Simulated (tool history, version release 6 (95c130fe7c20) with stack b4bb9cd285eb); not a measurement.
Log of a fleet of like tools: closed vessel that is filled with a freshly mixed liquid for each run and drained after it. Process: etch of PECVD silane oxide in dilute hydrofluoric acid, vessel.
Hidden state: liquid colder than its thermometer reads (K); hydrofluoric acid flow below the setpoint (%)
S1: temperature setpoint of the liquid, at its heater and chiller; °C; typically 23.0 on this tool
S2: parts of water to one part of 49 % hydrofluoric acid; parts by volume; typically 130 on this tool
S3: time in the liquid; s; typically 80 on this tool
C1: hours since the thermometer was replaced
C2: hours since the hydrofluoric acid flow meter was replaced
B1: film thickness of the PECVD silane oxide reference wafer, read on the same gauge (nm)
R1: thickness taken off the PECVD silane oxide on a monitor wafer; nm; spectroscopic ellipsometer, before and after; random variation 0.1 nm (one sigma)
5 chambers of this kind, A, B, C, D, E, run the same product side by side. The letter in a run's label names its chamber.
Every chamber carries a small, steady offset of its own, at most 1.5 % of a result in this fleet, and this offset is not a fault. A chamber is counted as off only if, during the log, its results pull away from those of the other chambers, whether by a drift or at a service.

{"run": "1B", "day": 0.262, "S1": 23.0, "S2": 130, "S3": 80, "C1": 554.3, "C2": 179.2, "B1": 79.989, "R1": 13.465}
{"run": "2A", "day": 0.404, "S1": 23.0, "S2": 130, "S3": 80, "C1": 747.7, "C2": 601.3, "B1": 79.998, "R1": 13.524}
{"run": "3C", "day": 0.667, "S1": 23.0, "S2": 130, "S3": 80, "C1": 243.5, "C2": 23.3, "B1": 79.999, "R1": 13.508}
{"run": "4E", "day": 0.921, "S1": 23.0, "S2": 130, "S3": 80, "C1": 2064.6, "C2": 433.9, "B1": 80.007, "R1": 13.341}
{"run": "5D", "day": 1.1, "S1": 23.0, "S2": 130, "S3": 80, "C1": 590.9, "C2": 634.4, "B1": 80.0, "R1": 13.519}
{"run": "6A", "day": 1.283, "S1": 23.0, "S2": 130, "S3": 80, "C1": 768.8, "C2": 622.4, "B1": 80.03, "R1": 13.389}
{"run": "7B", "day": 1.488, "S1": 24.5, "S2": 130, "S3": 130, "C1": 583.7, "C2": 208.6, "B1": 80.007, "R1": 23.524}
{"run": "8C", "day": 1.675, "S1": 24.5, "S2": 130, "S3": 130, "C1": 267.7, "C2": 47.5, "B1": 79.986, "R1": 23.313}
{"run": "9D", "day": 1.875, "S1": 24.5, "S2": 130, "S3": 130, "C1": 609.5, "C2": 653.0, "B1": 80.019, "R1": 23.263}
{"run": "10E", "day": 2.075, "S1": 24.5, "S2": 130, "S3": 130, "C1": 2092.3, "C2": 461.6, "B1": 79.986, "R1": 23.229}
{"run": "11D", "day": 2.3, "S1": 24.5, "S2": 130, "S3": 130, "C1": 619.7, "C2": 663.2, "B1": 80.012, "R1": 23.2}
{"run": "12E", "day": 2.538, "S1": 23.0, "S2": 130, "S3": 80, "C1": 2103.4, "C2": 472.7, "B1": 79.991, "R1": 13.69}
{"run": "13A", "day": 2.758, "S1": 23.0, "S2": 130, "S3": 80, "C1": 804.2, "C2": 657.8, "B1": 79.993, "R1": 13.255}
{"run": "14B", "day": 2.879, "S1": 23.0, "S2": 130, "S3": 80, "C1": 617.1, "C2": 242.0, "B1": 79.995, "R1": 13.59}
{"run": "15C", "day": 3.142, "S1": 23.0, "S2": 130, "S3": 80, "C1": 302.9, "C2": 82.7, "B1": 80.01, "R1": 13.465}
{"run": "16D", "day": 3.392, "S1": 23.0, "S2": 130, "S3": 80, "C1": 645.9, "C2": 689.4, "B1": 79.964, "R1": 13.389}
{"run": "17C", "day": 3.517, "S1": 23.0, "S2": 130, "S3": 80, "C1": 311.9, "C2": 91.7, "B1": 80.007, "R1": 13.467}
{"run": "18B", "day": 3.771, "S1": 23.0, "S2": 185, "S3": 80, "C1": 638.5, "C2": 263.4, "B1": 79.976, "R1": 8.9995}
{"run": "19E", "day": 4.042, "S1": 23.0, "S2": 185, "S3": 80, "C1": 2139.5, "C2": 508.8, "B1": 79.992, "R1": 8.9249}
{"run": "20A", "day": 4.267, "S1": 23.0, "S2": 185, "S3": 80, "C1": 840.4, "C2": 694.0, "B1": 80.008, "R1": 8.6389}
{"day": 4.271, "done": "chamber E: thermometer replaced"}
{"run": "21D", "day": 4.504, "S1": 23.0, "S2": 185, "S3": 80, "C1": 672.6, "C2": 716.1, "B1": 79.992, "R1": 8.8651}
{"run": "22E", "day": 4.621, "S1": 23.0, "S2": 185, "S3": 80, "C1": 8.4, "C2": 522.7, "B1": 80.011, "R1": 8.9979}
{"run": "23B", "day": 4.75, "S1": 21.0, "S2": 130, "S3": 80, "C1": 662.0, "C2": 286.9, "B1": 80.016, "R1": 12.326}
{"run": "24C", "day": 4.908, "S1": 21.0, "S2": 130, "S3": 80, "C1": 345.3, "C2": 125.1, "B1": 79.997, "R1": 12.309}
{"run": "25A", "day": 5.125, "S1": 21.0, "S2": 130, "S3": 80, "C1": 861.0, "C2": 714.6, "B1": 80.013, "R1": 11.877}
{"run": "26B", "day": 5.338, "S1": 21.0, "S2": 130, "S3": 80, "C1": 676.1, "C2": 301.0, "B1": 79.999, "R1": 12.479}
{"run": "27D", "day": 5.579, "S1": 21.0, "S2": 130, "S3": 80, "C1": 698.4, "C2": 741.9, "B1": 79.983, "R1": 12.435}
{"day": 5.629, "done": "chamber E: hydrofluoric acid flow meter replaced"}
{"run": "28E", "day": 5.762, "S1": 23.0, "S2": 130, "S3": 80, "C1": 35.8, "C2": 3.2, "B1": 79.978, "R1": 13.466}
{"run": "29A", "day": 5.954, "S1": 23.0, "S2": 130, "S3": 80, "C1": 880.9, "C2": 734.5, "B1": 79.995, "R1": 12.889}
{"run": "30C", "day": 6.133, "S1": 23.0, "S2": 130, "S3": 80, "C1": 374.7, "C2": 154.5, "B1": 80.007, "R1": 13.534}
{"run": "31A", "day": 6.367, "S1": 18.5, "S2": 130, "S3": 80, "C1": 890.8, "C2": 744.4, "B1": 79.981, "R1": 10.779}
{"run": "32C", "day": 6.562, "S1": 18.5, "S2": 130, "S3": 80, "C1": 385.0, "C2": 164.8, "B1": 80.008, "R1": 11.067}
{"run": "33E", "day": 6.704, "S1": 18.5, "S2": 130, "S3": 80, "C1": 58.4, "C2": 25.8, "B1": 80.004, "R1": 11.382}
{"run": "34D", "day": 6.971, "S1": 18.5, "S2": 130, "S3": 80, "C1": 731.8, "C2": 775.3, "B1": 80.007, "R1": 11.252}
{"run": "35B", "day": 7.146, "S1": 18.5, "S2": 130, "S3": 80, "C1": 719.5, "C2": 344.4, "B1": 80.03, "R1": 11.212}
{"run": "36A", "day": 7.262, "S1": 23.0, "S2": 130, "S3": 80, "C1": 912.3, "C2": 765.9, "B1": 80.004, "R1": 12.769}
{"run": "37D", "day": 7.425, "S1": 23.0, "S2": 130, "S3": 80, "C1": 742.7, "C2": 786.2, "B1": 79.974, "R1": 13.473}
{"run": "38B", "day": 7.562, "S1": 23.0, "S2": 130, "S3": 120, "C1": 729.5, "C2": 354.4, "B1": 80.026, "R1": 20.34}
{"run": "39E", "day": 7.779, "S1": 23.0, "S2": 130, "S3": 120, "C1": 84.2, "C2": 51.6, "B1": 80.023, "R1": 19.959}
{"run": "40C", "day": 7.912, "S1": 23.0, "S2": 130, "S3": 120, "C1": 417.4, "C2": 197.2, "B1": 79.997, "R1": 20.13}

All 5 chambers run these settings next. Forecast each chamber's results:
{"run": "41A", "day": 8.108, "S1": 23.0, "S2": 130, "S3": 80, "R1": "?"}
{"run": "41B", "day": 8.108, "S1": 23.0, "S2": 130, "S3": 80, "R1": "?"}
{"run": "41C", "day": 8.108, "S1": 23.0, "S2": 130, "S3": 80, "R1": "?"}
{"run": "41D", "day": 8.108, "S1": 23.0, "S2": 130, "S3": 80, "R1": "?"}
{"run": "41E", "day": 8.108, "S1": 23.0, "S2": 130, "S3": 80, "R1": "?"}

run=41A R1=12.6150
run=41B R1=13.6260
run=41C R1=13.5060
run=41D R1=13.6420
run=41E R1=13.7360
